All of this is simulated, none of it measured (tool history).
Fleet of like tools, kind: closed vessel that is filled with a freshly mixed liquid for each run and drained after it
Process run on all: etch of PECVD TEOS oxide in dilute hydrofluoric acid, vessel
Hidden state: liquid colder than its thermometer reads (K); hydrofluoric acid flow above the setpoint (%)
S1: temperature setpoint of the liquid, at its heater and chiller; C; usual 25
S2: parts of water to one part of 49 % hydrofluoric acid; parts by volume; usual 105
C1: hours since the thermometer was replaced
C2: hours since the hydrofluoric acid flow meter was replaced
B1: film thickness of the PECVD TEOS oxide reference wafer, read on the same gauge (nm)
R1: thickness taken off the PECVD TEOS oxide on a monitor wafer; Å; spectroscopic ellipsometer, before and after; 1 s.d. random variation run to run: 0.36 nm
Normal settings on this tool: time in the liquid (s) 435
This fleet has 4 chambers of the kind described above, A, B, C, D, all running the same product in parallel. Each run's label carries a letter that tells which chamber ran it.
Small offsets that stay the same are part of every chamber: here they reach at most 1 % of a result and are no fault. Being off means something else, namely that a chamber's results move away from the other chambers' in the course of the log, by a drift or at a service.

{"run": "1D", "hour": 6.1, "S1": 25, "S2": 105, "time in the liquid (s)": 435, "C1": 592.8, "C2": 750.5, "B1": 140.01, "R1": 431.35}
{"run": "2C", "hour": 14.4, "S1": 25, "S2": 105, "time in the liquid (s)": 435, "C1": 661.4, "C2": 257.4, "B1": 139.99, "R1": 431.96}
{"run": "3A", "hour": 25.6, "S1": 25, "S2": 105, "time in the liquid (s)": 435, "C1": 1177.4, "C2": 462.1, "B1": 140.02, "R1": 423.03}
{"run": "4B", "hour": 36.4, "S1": 25, "S2": 105, "time in the liquid (s)": 435, "C1": 609.4, "C2": 715.3, "B1": 140.02, "R1": 429.4}
{"hour": 42.1, "done": "chamber A: hydrofluoric acid flow meter replaced"}
{"run": "5D", "hour": 48.6, "S1": 25, "S2": 105, "time in the liquid (s)": 435, "C1": 635.3, "C2": 793, "B1": 140.01, "R1": 434.68}
{"run": "6C", "hour": 59.4, "S1": 25, "S2": 105, "time in the liquid (s)": 435, "C1": 706.4, "C2": 302.4, "B1": 139.99, "R1": 429.56}
{"run": "7B", "hour": 68.8, "S1": 25, "S2": 105, "time in the liquid (s)": 435, "C1": 641.8, "C2": 747.7, "B1": 140.01, "R1": 416.32}
{"run": "8A", "hour": 74.8, "S1": 25, "S2": 105, "time in the liquid (s)": 435, "C1": 1226.6, "C2": 32.7, "B1": 139.99, "R1": 419.15}
{"run": "9B", "hour": 80.7, "S1": 25, "S2": 105, "time in the liquid (s)": 435, "C1": 653.7, "C2": 759.6, "B1": 140.01, "R1": 415.7}
{"run": "10A", "hour": 87.9, "S1": 25, "S2": 105, "time in the liquid (s)": 435, "C1": 1239.7, "C2": 45.8, "B1": 140, "R1": 422.97}
{"run": "11C", "hour": 94.3, "S1": 25, "S2": 105, "time in the liquid (s)": 435, "C1": 741.3, "C2": 337.3, "B1": 140.01, "R1": 417.5}
{"run": "12D", "hour": 107.3, "S1": 25, "S2": 105, "time in the liquid (s)": 435, "C1": 694, "C2": 851.7, "B1": 139.99, "R1": 429.79}
{"run": "13B", "hour": 117.9, "S1": 25, "S2": 105, "time in the liquid (s)": 435, "C1": 690.9, "C2": 796.8, "B1": 140.02, "R1": 417.4}
{"run": "14C", "hour": 126.7, "S1": 25, "S2": 105, "time in the liquid (s)": 435, "C1": 773.7, "C2": 369.7, "B1": 140.01, "R1": 424.31}
{"run": "15D", "hour": 133.1, "S1": 25, "S2": 105, "time in the liquid (s)": 435, "C1": 719.8, "C2": 877.5, "B1": 140.01, "R1": 432.93}
{"run": "16A", "hour": 141.4, "S1": 25, "S2": 105, "time in the liquid (s)": 435, "C1": 1293.2, "C2": 99.3, "B1": 140.01, "R1": 426}
{"run": "17A", "hour": 148.6, "S1": 25, "S2": 125, "time in the liquid (s)": 520, "C1": 1300.4, "C2": 106.5, "B1": 140.01, "R1": 416.28}
{"run": "18C", "hour": 158.4, "S1": 25, "S2": 125, "time in the liquid (s)": 520, "C1": 805.4, "C2": 401.4, "B1": 140.01, "R1": 419.27}
{"run": "19B", "hour": 167.7, "S1": 25, "S2": 125, "time in the liquid (s)": 520, "C1": 740.7, "C2": 846.6, "B1": 140.01, "R1": 395.14}
{"run": "20D", "hour": 175.2, "S1": 25, "S2": 125, "time in the liquid (s)": 520, "C1": 761.9, "C2": 919.6, "B1": 140, "R1": 428.16}
{"run": "21C", "hour": 182.2, "S1": 25, "S2": 105, "time in the liquid (s)": 435, "C1": 829.2, "C2": 425.2, "B1": 139.99, "R1": 429.56}
{"hour": 185.6, "done": "chamber C: hydrofluoric acid flow meter replaced"}
{"run": "22D", "hour": 190.5, "S1": 25, "S2": 105, "time in the liquid (s)": 435, "C1": 777.2, "C2": 934.9, "B1": 140, "R1": 435.97}
{"run": "23B", "hour": 203.4, "S1": 25, "S2": 105, "time in the liquid (s)": 435, "C1": 776.4, "C2": 882.3, "B1": 139.98, "R1": 402.77}
{"run": "24A", "hour": 210.0, "S1": 25, "S2": 105, "time in the liquid (s)": 300, "C1": 1361.8, "C2": 167.9, "B1": 140, "R1": 291.59}
{"hour": 215.1, "done": "chamber C: thermometer replaced"}
{"run": "25C", "hour": 218.7, "S1": 25, "S2": 105, "time in the liquid (s)": 300, "C1": 3.6, "C2": 33.1, "B1": 140.02, "R1": 293.12}
{"run": "26D", "hour": 231.6, "S1": 25, "S2": 105, "time in the liquid (s)": 300, "C1": 818.3, "C2": 976, "B1": 140.01, "R1": 299.89}
{"run": "27A", "hour": 237.8, "S1": 25, "S2": 105, "time in the liquid (s)": 300, "C1": 1389.6, "C2": 195.7, "B1": 139.99, "R1": 289.41}
{"run": "28B", "hour": 243.9, "S1": 21, "S2": 105, "time in the liquid (s)": 435, "C1": 816.9, "C2": 922.8, "B1": 140, "R1": 338.17}
{"run": "29B", "hour": 253.8, "S1": 21, "S2": 105, "time in the liquid (s)": 435, "C1": 826.8, "C2": 932.7, "B1": 139.97, "R1": 336.28}
{"run": "30A", "hour": 260.5, "S1": 21, "S2": 105, "time in the liquid (s)": 435, "C1": 1412.3, "C2": 218.4, "B1": 139.99, "R1": 363.97}
{"run": "31C", "hour": 274.2, "S1": 21, "S2": 105, "time in the liquid (s)": 435, "C1": 59.1, "C2": 88.6, "B1": 139.99, "R1": 368.98}
{"run": "32D", "hour": 281.9, "S1": 25, "S2": 105, "time in the liquid (s)": 435, "C1": 868.6, "C2": 1026.3, "B1": 140, "R1": 436.9}
{"run": "33B", "hour": 291.6, "S1": 29, "S2": 85, "time in the liquid (s)": 435, "C1": 864.6, "C2": 970.5, "B1": 139.99, "R1": 581.71}
{"run": "34A", "hour": 303.2, "S1": 29, "S2": 85, "time in the liquid (s)": 435, "C1": 1455, "C2": 261.1, "B1": 140.01, "R1": 623.98}
{"run": "35C", "hour": 314.9, "S1": 29, "S2": 85, "time in the liquid (s)": 435, "C1": 99.8, "C2": 129.3, "B1": 139.98, "R1": 627.98}
{"run": "36D", "hour": 326.7, "S1": 29, "S2": 85, "time in the liquid (s)": 435, "C1": 913.4, "C2": 1071.1, "B1": 140, "R1": 646.5}

The same settings go to every chamber for the next run, one line per chamber below. Forecast the results for each:
{"run": "37A", "hour": 336.5, "S1": 25, "S2": 105, "time in the liquid (s)": 435, "R1": "?"}
{"run": "37B", "hour": 336.5, "S1": 25, "S2": 105, "time in the liquid (s)": 435, "R1": "?"}
{"run": "37C", "hour": 336.5, "S1": 25, "S2": 105, "time in the liquid (s)": 435, "R1": "?"}
{"run": "37D", "hour": 336.5, "S1": 25, "S2": 105, "time in the liquid (s)": 435, "R1": "?"}

run=37A R1=422.89
run=37B R1=391.65
run=37C R1=425.7
run=37D R1=437.26

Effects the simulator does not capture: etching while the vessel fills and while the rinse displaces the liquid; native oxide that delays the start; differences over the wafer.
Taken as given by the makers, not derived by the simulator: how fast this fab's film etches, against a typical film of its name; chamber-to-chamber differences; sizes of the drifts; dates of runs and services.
